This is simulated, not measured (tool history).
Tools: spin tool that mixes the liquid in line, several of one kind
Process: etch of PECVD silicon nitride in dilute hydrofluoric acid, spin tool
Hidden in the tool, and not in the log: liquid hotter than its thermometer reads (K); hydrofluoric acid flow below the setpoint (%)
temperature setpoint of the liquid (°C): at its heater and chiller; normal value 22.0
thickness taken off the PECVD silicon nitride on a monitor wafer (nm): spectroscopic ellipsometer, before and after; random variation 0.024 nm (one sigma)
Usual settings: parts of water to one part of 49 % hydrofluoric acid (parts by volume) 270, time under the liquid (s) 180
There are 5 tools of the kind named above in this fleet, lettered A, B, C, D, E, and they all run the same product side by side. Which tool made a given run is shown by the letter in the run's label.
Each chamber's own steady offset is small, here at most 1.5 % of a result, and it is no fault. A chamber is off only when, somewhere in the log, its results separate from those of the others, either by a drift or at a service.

run,hour,temperature setpoint of the liquid (°C),parts of water to one part of 49 % hydrofluoric acid (parts by volume),time under the liquid (s),hours since the thermometer was replaced,hours since the hydrofluoric acid flow meter was replaced,"read-back film thickness of the PECVD silicon nitride reference wafer, read on the same gauge (nm)",thickness taken off the PECVD silicon nitride on a monitor wafer (nm)
1E,5.2,22.0,270,180,857.8,536.5,129.99,1.01040
2D,9.3,22.0,270,180,292.2,321.4,129.99,0.99377
3A,16.3,22.0,270,180,673.1,2671.6,130.00,1.02130
4B,20.5,22.0,270,180,1884.8,299.6,130.00,1.02230
5C,25.9,22.0,270,180,579.4,313.7,129.99,1.03850
6B,33.1,22.0,270,180,1897.4,312.2,129.99,1.06660
7A,36.8,22.0,270,180,693.6,2692.1,130.00,0.99834
8C,41.0,22.0,270,180,594.5,328.8,129.99,0.98598
9D,45.1,22.0,270,180,328.0,357.2,130.00,1.01180
# hour 48.4: chamber A: hydrofluoric acid flow meter replaced
10E,49.8,22.0,270,180,902.4,581.1,129.99,1.03750
11A,54.8,22.0,270,180,711.6,6.4,130.01,1.00930
12C,60.1,22.0,270,180,613.6,347.9,130.01,1.01560
13B,65.9,22.0,270,245,1930.2,345.0,130.00,1.39220
14D,71.0,22.0,270,245,353.9,383.1,130.03,1.39690
15E,74.8,22.0,270,245,927.4,606.1,129.98,1.46820
16E,78.5,22.0,270,245,931.1,609.8,130.01,1.47560
17A,82.6,22.0,270,245,739.4,34.2,130.02,1.40710
18B,86.6,22.0,270,180,1950.9,365.7,129.99,1.02100
19C,90.8,22.0,270,180,644.3,378.6,129.99,1.04150
20D,98.6,22.0,270,180,381.5,410.7,130.01,1.01680
21E,104.7,22.0,270,180,957.3,636.0,129.98,1.03090
22A,111.1,25.5,270,95,767.9,62.7,130.00,0.70365
23D,114.8,25.5,270,95,397.7,426.9,129.99,0.66451
24B,123.0,25.5,270,95,1987.3,402.1,130.01,0.67476
25C,128.0,25.5,270,95,681.5,415.8,130.01,0.66858
26D,134.3,25.5,270,95,417.2,446.4,129.97,0.66088
27B,140.5,22.0,315,180,2004.8,419.6,130.01,0.89543
28A,145.3,22.0,315,180,802.1,96.9,129.99,0.94998
29E,153.0,22.0,315,180,1005.6,684.3,130.00,0.89389
30C,161.2,22.0,315,180,714.7,449.0,129.98,0.88151
# hour 163.2: chamber E: hydrofluoric acid flow meter replaced
31D,166.6,22.0,315,180,449.5,478.7,130.01,0.86820
32C,172.5,22.0,270,180,726.0,460.3,129.98,1.03470
33B,180.7,22.0,270,180,2045.0,459.8,130.03,1.04290
34A,184.9,22.0,270,180,841.7,136.5,130.01,1.13480
35E,192.8,23.5,270,130,1045.4,29.6,130.00,0.81355
36C,197.4,23.5,270,130,750.9,485.2,130.00,0.83129
37A,203.1,23.5,270,130,859.9,154.7,130.00,0.89735
38B,211.0,23.5,270,130,2075.3,490.1,129.99,0.81582
39E,215.9,23.5,270,130,1068.5,52.7,130.03,0.82136
40D,222.6,22.0,270,180,505.5,534.7,129.98,1.06010
# hour 222.9: chamber D: thermometer replaced
41C,229.9,22.0,270,180,783.4,517.7,130.01,1.02190
42D,237.9,22.0,270,275,15.0,550.0,130.00,1.54460
43E,241.7,22.0,270,275,1094.3,78.5,130.00,1.65000
44B,249.5,22.0,270,275,2113.8,528.6,130.00,1.54850

Read the log: is a single chamber off, either drifting away or since a service, is the gauge that measures every chamber drifting, or is nothing wrong beyond small per-chamber offsets? Name any odd chamber and what most likely caused it.

Chamber A drifts away from the others.
What lies behind it: liquid hotter than its thermometer reads (K) = 2.13.

Here are 4 candidates for chamber A's next run, each the usual settings with a change, their results left as question marks. Which one brings its results back in line with what the others give on the usual settings?
In-line tolerance around the mean of the other chambers on the usual settings: thickness taken off the PECVD silicon nitride on a monitor wafer (nm) 0.08700
45A-1,255.4,22.0,240,210,,,,?
45A-2,255.4,24.0,270,180,,,,?
45A-3,255.4,17.5,270,180,,,,?
45A-4,255.4,22.0,280,170,,,,?

Other chambers, usual settings, mean: thickness taken off the PECVD silicon nitride on a monitor wafer (nm) 1.02910
run,thickness taken off the PECVD silicon nitride on a monitor wafer (nm)
45A-1,1.51030
45A-2,1.29990
45A-3,0.86914
45A-4,1.04880
The right change is 45A-4: it brings the chamber back within the allowed miss of the others.

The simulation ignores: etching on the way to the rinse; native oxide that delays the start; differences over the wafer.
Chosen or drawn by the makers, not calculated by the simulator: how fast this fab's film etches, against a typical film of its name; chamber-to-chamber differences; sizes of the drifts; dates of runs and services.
